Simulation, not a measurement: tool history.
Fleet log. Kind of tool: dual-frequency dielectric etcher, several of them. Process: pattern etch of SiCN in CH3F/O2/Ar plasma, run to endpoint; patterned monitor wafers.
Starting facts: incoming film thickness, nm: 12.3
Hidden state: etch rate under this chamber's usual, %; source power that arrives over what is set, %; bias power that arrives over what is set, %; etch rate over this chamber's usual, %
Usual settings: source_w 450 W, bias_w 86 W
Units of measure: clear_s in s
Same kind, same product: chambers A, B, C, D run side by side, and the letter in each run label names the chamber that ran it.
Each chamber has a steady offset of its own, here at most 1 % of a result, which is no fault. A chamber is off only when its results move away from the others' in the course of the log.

run   hour  source_w  bias_w  hours since the last wet clean  hours since the last source power generator calibration  hours since the last bias power generator calibration  clear_s
 1C   10.8       450      86                           236.4                                                    172.0                                                  401.2   29.408
 2D   20.7       450      86                           201.1                                                    748.0                                                  540.7   29.122
 3A   31.3       450      86                            50.1                                                   1509.6                                                 1778.9   29.469
 4B   47.5       450      86                           331.7                                                   1291.5                                                 2079.5   29.132
 5D   55.8       370      79                           236.2                                                    783.1                                                  575.8   32.482
 6C   72.3       370      79                           297.9                                                    233.5                                                  462.7   32.745
 7B   80.5       370      79                           364.7                                                   1324.5                                                 2112.5   32.292
 8A   95.1       370      79                           113.9                                                   1573.4                                                 1842.7   32.502
 9C  110.0       450      94                           335.6                                                    271.2                                                  500.4   28.741
10A  120.2       450      94                           139.0                                                   1598.5                                                 1867.8   28.859
11D  135.8       450      94                           316.2                                                    863.1                                                  655.8   27.577
12B  147.0       450      94                           431.2                                                   1391.0                                                 2179.0   28.545
13D  161.4       350      86                           341.8                                                    888.7                                                  681.4   31.877
14B  172.3       350      86                           456.5                                                   1416.3                                                 2204.3   32.053
15A  186.1       350      86                           204.9                                                   1664.4                                                 1933.7   32.238
16C  198.7       350      86                           424.3                                                    359.9                                                  589.1   32.306
17D  212.3       450      86                           392.7                                                    939.6                                                  732.3   28.559
18C  222.2       450      86                           447.8                                                    383.4                                                  612.6   29.645
19B  236.2       450      86                           520.4                                                   1480.2                                                 2268.2   29.632
20A  252.6       450      86                           271.4                                                   1730.9                                                 2000.2   29.564
21B  269.0       450      86                           553.2                                                   1513.0                                                 2301.0   29.564
22D  282.7       450      86                           463.1                                                   1010.0                                                  802.7   28.183
23A  292.2       450      86                           311.0                                                   1770.5                                                 2039.8   29.539
24C  303.8       450      86                           529.4                                                    465.0                                                  694.2   29.340
25A  316.0       450      86                           334.8                                                   1794.3                                                 2063.6   29.115
     320.5  -- chamber B: wet clean of the chamber
26D  332.4       550      75                           512.8                                                   1059.7                                                  852.4   26.962
27B  341.4       550      75                            20.9                                                   1585.4                                                 2373.4   28.730
28C  355.5       550      75                           581.1                                                    516.7                                                  745.9   28.792
29C  369.4       550      75                           595.0                                                    530.6                                                  759.8   28.708
30B  383.5       450      86                            63.0                                                   1627.5                                                 2415.5   29.337

Decide between three cases: one chamber stands off from its peers, the gauge reading all wafers drifts, or nothing is wrong past each chamber's small offset. Where a chamber is off, say which and what most likely put it there.

Little by little, chamber D moves away from the other chambers.
Cause: etch rate over this chamber's usual, % = 5.35.

Here are 4 candidates for chamber D's next run, each the usual settings with a change, their results left as question marks. Which one brings its results back in line with what the others give on the usual settings?
In line here means within this much of the mean the other chambers give on the usual settings: clear_s 0.790 s
31D-1  395.3       380      86                                                                                                                                                        ?
31D-2  395.3       600      86                                                                                                                                                        ?
31D-3  395.3       450     100                                                                                                                                                        ?
31D-4  395.3       340      86                                                                                                                                                        ?

Other chambers, usual settings, mean: clear_s 29.482 s
  run  clear_s
31D-1   29.392
31D-2   24.771
31D-3   26.080
31D-4   30.635
It is 31D-1 that realigns the chamber with its peers.
